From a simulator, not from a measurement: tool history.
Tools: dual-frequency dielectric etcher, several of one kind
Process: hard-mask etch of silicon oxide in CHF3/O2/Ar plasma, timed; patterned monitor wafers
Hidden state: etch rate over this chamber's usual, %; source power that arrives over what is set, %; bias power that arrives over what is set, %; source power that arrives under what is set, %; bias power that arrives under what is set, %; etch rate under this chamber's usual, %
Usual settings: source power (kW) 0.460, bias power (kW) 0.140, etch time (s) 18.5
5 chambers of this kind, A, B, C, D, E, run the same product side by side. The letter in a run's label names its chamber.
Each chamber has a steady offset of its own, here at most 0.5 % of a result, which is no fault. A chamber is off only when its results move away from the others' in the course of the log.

run    day  source power (kW)  bias power (kW)  etch time (s)  hours since the last wet clean  hours since the last source power generator calibration  hours since the last bias power generator calibration  read-back reference wafer on the same gauge, depth_nm  mean etch depth across the wafer (angstrom)
 1B  0.183              0.460            0.140           18.5                           369.6                                                    840.7                                                 1778.2                                                 26.181                                       303.03
 2C  0.342              0.460            0.140           18.5                           175.9                                                   1470.6                                                 1831.1                                                 26.230                                       302.42
 3A  0.696              0.460            0.140           18.5                           146.9                                                   1680.9                                                 3129.3                                                 26.204                                       304.23
 4D  0.996              0.460            0.140           18.5                           411.2                                                    355.6                                                 1814.9                                                 26.246                                       300.39
 5E  1.275              0.460            0.140           18.5                           239.9                                                   2184.5                                                  252.7                                                 26.207                                       301.54
 6B  1.629              0.460            0.140           18.5                           404.3                                                    875.4                                                 1812.9                                                 26.174                                       304.77
 7C  1.962              0.460            0.140           18.5                           214.8                                                   1509.5                                                 1870.0                                                 26.161                                       301.88
 8D  2.212              0.460            0.140           18.5                           440.4                                                    384.8                                                 1844.1                                                 26.238                                       304.59
 9E  2.408              0.460            0.140           18.5                           267.1                                                   2211.7                                                  279.9                                                 26.220                                       301.33
10A  2.650              0.460            0.140           18.5                           193.8                                                   1727.8                                                 3176.2                                                 26.167                                       303.13
11C  2.942              0.460            0.140           18.5                           238.3                                                   1533.0                                                 1893.5                                                 26.182                                       304.02
12E  3.250              0.460            0.140           18.5                           287.3                                                   2231.9                                                  300.1                                                 26.215                                       303.20
13D  3.412              0.460            0.140           18.5                           469.2                                                    413.6                                                 1872.9                                                 26.147                                       307.01
14B  3.650              0.460            0.140           18.5                           452.8                                                    923.9                                                 1861.4                                                 26.238                                       300.14
15A  3.929              0.460            0.140           18.5                           224.5                                                   1758.5                                                 3206.9                                                 26.166                                       304.48
16D  4.092              0.460            0.140           18.5                           485.5                                                    429.9                                                 1889.2                                                 26.189                                       301.53
17E  4.321              0.460            0.140           18.5                           313.0                                                   2257.6                                                  325.8                                                 26.208                                       308.11
18C  4.588              0.550            0.140           18.5                           277.8                                                   1572.5                                                 1933.0                                                 26.195                                       322.13
19B  4.758              0.550            0.140           18.5                           479.4                                                    950.5                                                 1888.0                                                 26.199                                       322.62
20A  4.996              0.550            0.140           18.5                           250.1                                                   1784.1                                                 3232.5                                                 26.177                                       326.75
21A  5.292              0.550            0.140           18.5                           257.2                                                   1791.2                                                 3239.6                                                 26.182                                       325.61
22B  5.550              0.550            0.140           18.5                           498.4                                                    969.5                                                 1907.0                                                 26.209                                       324.33
23C  5.850              0.460            0.140           18.5                           308.1                                                   1602.8                                                 1963.3                                                 26.192                                       303.13
24D  6.196              0.460            0.140           18.5                           536.0                                                    480.4                                                 1939.7                                                 26.211                                       298.97
25E  6.362              0.460            0.140           18.5                           362.0                                                   2306.6                                                  374.8                                                 26.236                                       301.66
26B  6.688              0.460            0.140           18.5                           525.7                                                    996.8                                                 1934.3                                                 26.151                                       302.07
27C  6.912              0.460            0.140           18.5                           333.6                                                   1628.3                                                 1988.8                                                 26.204                                       303.41
28D  7.196              0.460            0.140           18.5                           560.0                                                    504.4                                                 1963.7                                                 26.237                                       303.83
29E  7.558              0.460            0.140           18.5                           390.7                                                   2335.3                                                  403.5                                                 26.216                                       303.34
30A  7.854              0.460            0.140           18.5                           318.7                                                   1852.7                                                 3301.1                                                 26.179                                       303.13
31E  8.133              0.460            0.140           18.5                           404.5                                                   2349.1                                                  417.3                                                 26.221                                       302.70
32C  8.492              0.460            0.140           18.5                           371.5                                                   1666.2                                                 2026.7                                                 26.213                                       303.93

Is one chamber off against the others, does the gauge drift, or is nothing wrong? If a chamber is off, say which, and what the likeliest cause is.

No chamber stands off beyond its own small offset, and the gauge holds steady.

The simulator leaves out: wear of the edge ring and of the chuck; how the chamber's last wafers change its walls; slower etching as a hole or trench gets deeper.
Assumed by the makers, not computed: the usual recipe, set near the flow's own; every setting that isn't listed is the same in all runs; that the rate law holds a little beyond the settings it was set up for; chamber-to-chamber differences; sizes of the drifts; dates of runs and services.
